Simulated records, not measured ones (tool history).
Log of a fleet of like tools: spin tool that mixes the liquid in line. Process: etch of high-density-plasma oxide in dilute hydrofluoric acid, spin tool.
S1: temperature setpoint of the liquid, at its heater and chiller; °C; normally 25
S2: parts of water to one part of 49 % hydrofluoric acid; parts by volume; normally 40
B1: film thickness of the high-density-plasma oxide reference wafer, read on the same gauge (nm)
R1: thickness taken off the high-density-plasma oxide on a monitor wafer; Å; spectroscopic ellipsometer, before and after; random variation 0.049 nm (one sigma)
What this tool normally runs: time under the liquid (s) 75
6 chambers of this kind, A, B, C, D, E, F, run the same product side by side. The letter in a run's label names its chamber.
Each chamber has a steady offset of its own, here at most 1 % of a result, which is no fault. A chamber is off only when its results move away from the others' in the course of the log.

Run 1D, hour 8.9: usual settings; B1 29.99. Result: R1 107.85 Å.
Run 2E, hour 13.9: usual settings; B1 30.005. Result: R1 108.28 Å.
Run 3C, hour 22.6: usual settings; B1 29.994. Result: R1 107.82 Å.
Run 4A, hour 26.8: usual settings; B1 29.978. Result: R1 108.4 Å.
Run 5B, hour 35.4: usual settings but S1 29.5 °C, S2 55 parts by volume; B1 30.012. Result: R1 91.408 Å.
Run 6F, hour 44.1: usual settings but S1 29.5 °C, S2 55 parts by volume; B1 29.997. Result: R1 92.895 Å.
At hour 51.2: chamber C: hydrofluoric acid flow meter replaced.
Run 7B, hour 51.9: usual settings but S1 29.5 °C, S2 55 parts by volume; B1 30.002. Result: R1 92.096 Å.
Run 8F, hour 57.1: usual settings but S1 29.5 °C, S2 55 parts by volume; B1 30.008. Result: R1 92.675 Å.
Run 9E, hour 62.3: usual settings but S1 29.5 °C, S2 55 parts by volume; B1 29.99. Result: R1 92.167 Å.
Run 10A, hour 68.5: usual settings but S1 29.5 °C, S2 55 parts by volume; B1 29.992. Result: R1 92.368 Å.
Run 11C, hour 76: usual settings; B1 29.996. Result: R1 107.76 Å.
Run 12D, hour 83.9: usual settings; B1 30.002. Result: R1 107.98 Å.
Run 13F, hour 88.7: usual settings but S2 25 parts by volume, time under the liquid (s) 30; B1 29.985. Result: R1 70.033 Å.
Run 14B, hour 96: usual settings but S2 25 parts by volume, time under the liquid (s) 30; B1 29.997. Result: R1 70.74 Å.
Run 15C, hour 104.5: usual settings but S2 25 parts by volume, time under the liquid (s) 30; B1 29.999. Result: R1 70.221 Å.
Run 16D, hour 112.4: usual settings but S2 25 parts by volume, time under the liquid (s) 30; B1 29.999. Result: R1 70.623 Å.
Run 17E, hour 119.4: usual settings but S2 25 parts by volume, time under the liquid (s) 30; B1 29.983. Result: R1 71.468 Å.
Run 18A, hour 126.1: usual settings but S2 25 parts by volume, time under the liquid (s) 30; B1 29.998. Result: R1 70.456 Å.
Run 19F, hour 132.1: usual settings; B1 30.006. Result: R1 107.57 Å.
Run 20A, hour 136.6: usual settings; B1 30.005. Result: R1 108.06 Å.
Run 21B, hour 144.2: usual settings; B1 29.999. Result: R1 108.65 Å.
Run 22D, hour 148.7: usual settings; B1 30.013. Result: R1 107.19 Å.
At hour 153.1: chamber A: thermometer replaced.
Run 23C, hour 155.4: usual settings; B1 29.996. Result: R1 107.76 Å.
Run 24E, hour 164: usual settings; B1 29.992. Result: R1 107.71 Å.
Run 25B, hour 172.9: usual settings but S2 60 parts by volume, time under the liquid (s) 100; B1 29.983. Result: R1 94.763 Å.
Run 26D, hour 180.2: usual settings but S2 60 parts by volume, time under the liquid (s) 100; B1 30.019. Result: R1 92.931 Å.
Run 27A, hour 186.6: usual settings but S2 60 parts by volume, time under the liquid (s) 100; B1 30.009. Result: R1 93.722 Å.
Run 28E, hour 194.6: usual settings but S2 60 parts by volume, time under the liquid (s) 100; B1 30.005. Result: R1 93.286 Å.
Run 29F, hour 202.7: usual settings but S2 60 parts by volume, time under the liquid (s) 100; B1 30.002. Result: R1 94.346 Å.
Run 30C, hour 208.1: usual settings but S2 60 parts by volume, time under the liquid (s) 100; B1 30.018. Result: R1 92.935 Å.
Run 31C, hour 213.9: usual settings; B1 29.999. Result: R1 108.65 Å.
Run 32B, hour 220.8: usual settings; B1 30.002. Result: R1 111.13 Å.
Run 33F, hour 226: usual settings; B1 30.014. Result: R1 108.72 Å.
Run 34D, hour 231.4: usual settings; B1 30.01. Result: R1 108.14 Å.
Run 35E, hour 236.3: usual settings; B1 30.003. Result: R1 107.97 Å.
Run 36A, hour 245.1: usual settings; B1 30.007. Result: R1 108.45 Å.

Read the log: is a single chamber off, either drifting away or since a service, is the gauge that measures every chamber drifting, or is nothing wrong beyond small per-chamber offsets? Name any odd chamber and what most likely caused it.

It is chamber B that slowly wanders off from its peers.
Most likely cause: liquid hotter than its thermometer reads (K) = 1.18.
With only this log, it may be confused with: hydrofluoric acid flow above the setpoint (%).

Chamber B could run next with any of the 4 candidate recipes listed below; each alters the usual settings, and their results appear as question marks. Which one brings its results back in line with what the other chambers deliver on the usual settings?
In line means no further than this from the other chambers' mean on the usual settings: R1 1.7 Å
Run 37B-1, hour 251.6: usual settings but S1 24 °C. Result: R1 ?.
Run 37B-2, hour 251.6: usual settings but time under the liquid (s) 70. Result: R1 ?.
Run 37B-3, hour 251.6: usual settings but time under the liquid (s) 80. Result: R1 ?.
Run 37B-4, hour 251.6: usual settings but S1 26 °C. Result: R1 ?.

On the usual settings, the other chambers give on average: R1 108.11 Å
  run      R1
37B-1  107.56
37B-2  104.67
37B-3  119.62
37B-4  116.84
The answer is 37B-1, which returns the chamber to within the allowed miss of the others.
